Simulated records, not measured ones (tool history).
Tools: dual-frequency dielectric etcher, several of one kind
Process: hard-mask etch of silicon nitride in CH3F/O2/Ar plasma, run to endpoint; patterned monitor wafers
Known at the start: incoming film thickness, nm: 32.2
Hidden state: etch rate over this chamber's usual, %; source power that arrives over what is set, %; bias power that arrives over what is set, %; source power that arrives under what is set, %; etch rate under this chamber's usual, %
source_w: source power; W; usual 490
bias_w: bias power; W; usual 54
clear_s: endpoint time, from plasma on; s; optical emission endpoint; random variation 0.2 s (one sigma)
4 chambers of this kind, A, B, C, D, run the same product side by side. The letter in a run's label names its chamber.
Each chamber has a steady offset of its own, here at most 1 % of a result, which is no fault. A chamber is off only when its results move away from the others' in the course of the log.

run	hour	source_w	bias_w	hours since the last wet clean	hours since the last source power generator calibration	hours since the last bias power generator calibration	clear_s
1D	8	490	54	150	1255.4	3976.7	47.598
2A	16	490	54	192.4	2280.9	620.1	47.843
3B	22.6	490	54	349.1	1015.3	158.7	47.037
4C	30.3	490	54	384.3	1026.5	1019.9	47.148
5B	36.7	490	54	363.2	1029.4	172.8	47.283
6A	44.1	490	54	220.5	2309	648.2	47.82
# hour 47.2: chamber B: wet clean of the chamber
7C	49.2	490	61	403.2	1045.4	1038.8	45.365
8D	53.8	490	61	195.8	1301.2	4022.5	46.109
9C	58.3	490	61	412.3	1054.5	1047.9	45.552
10D	65.6	490	61	207.6	1313	4034.3	46.177
11B	74.5	410	54	27.4	1067.2	210.6	50.654
12A	83.6	410	54	260	2348.5	687.7	51.472
13A	92.8	410	54	269.2	2357.7	696.9	51.062
14D	101.7	410	54	243.7	1349.1	4070.4	51.909
15B	108.3	490	54	61.2	1101	244.4	47.097
16C	115.6	490	54	469.6	1111.8	1105.2	47.274
17B	120.9	490	54	73.8	1113.6	257	46.876
18A	126.3	490	54	302.7	2391.2	730.4	47.717
19D	131.3	490	54	273.3	1378.7	4100	48.571
20C	137.6	490	54	491.6	1133.8	1127.2	47.105
21B	143	490	54	95.9	1135.7	279.1	46.951
22C	148.7	490	68	502.7	1144.9	1138.3	43.658
23A	154.1	490	68	330.5	2419	758.2	44.319
24D	158.3	490	68	300.3	1405.7	4127	45.58
25D	164	490	68	306	1411.4	4132.7	45.611
26B	171.4	490	54	124.3	1164.1	307.5	46.841
27A	180.1	490	54	356.5	2445	784.2	47.655

What goes on in this fleet: one chamber off, a drifting gauge, or nothing beyond the chambers' own small offsets? Name the chamber and the cause, if any.

Chamber D drifts away from the others.
Cause: etch rate under this chamber's usual, % = 3.83.

Here are 4 candidates for chamber D's next run, each the usual settings with a change, their results left as question marks. Which one brings its results back in line with what the others give on the usual settings?
In line means no further than this from the other chambers' mean on the usual settings: clear_s 0.7 s
28D-1	186.8	520	57				?
28D-2	186.8	490	46				?
28D-3	186.8	430	49				?
28D-4	186.8	550	59				?

The other chambers' mean on the usual settings: clear_s 47.368 s
run	clear_s
28D-1	47.593
28D-2	52.111
28D-3	53.833
28D-4	46.041
28D-1 brings the chamber back in line.
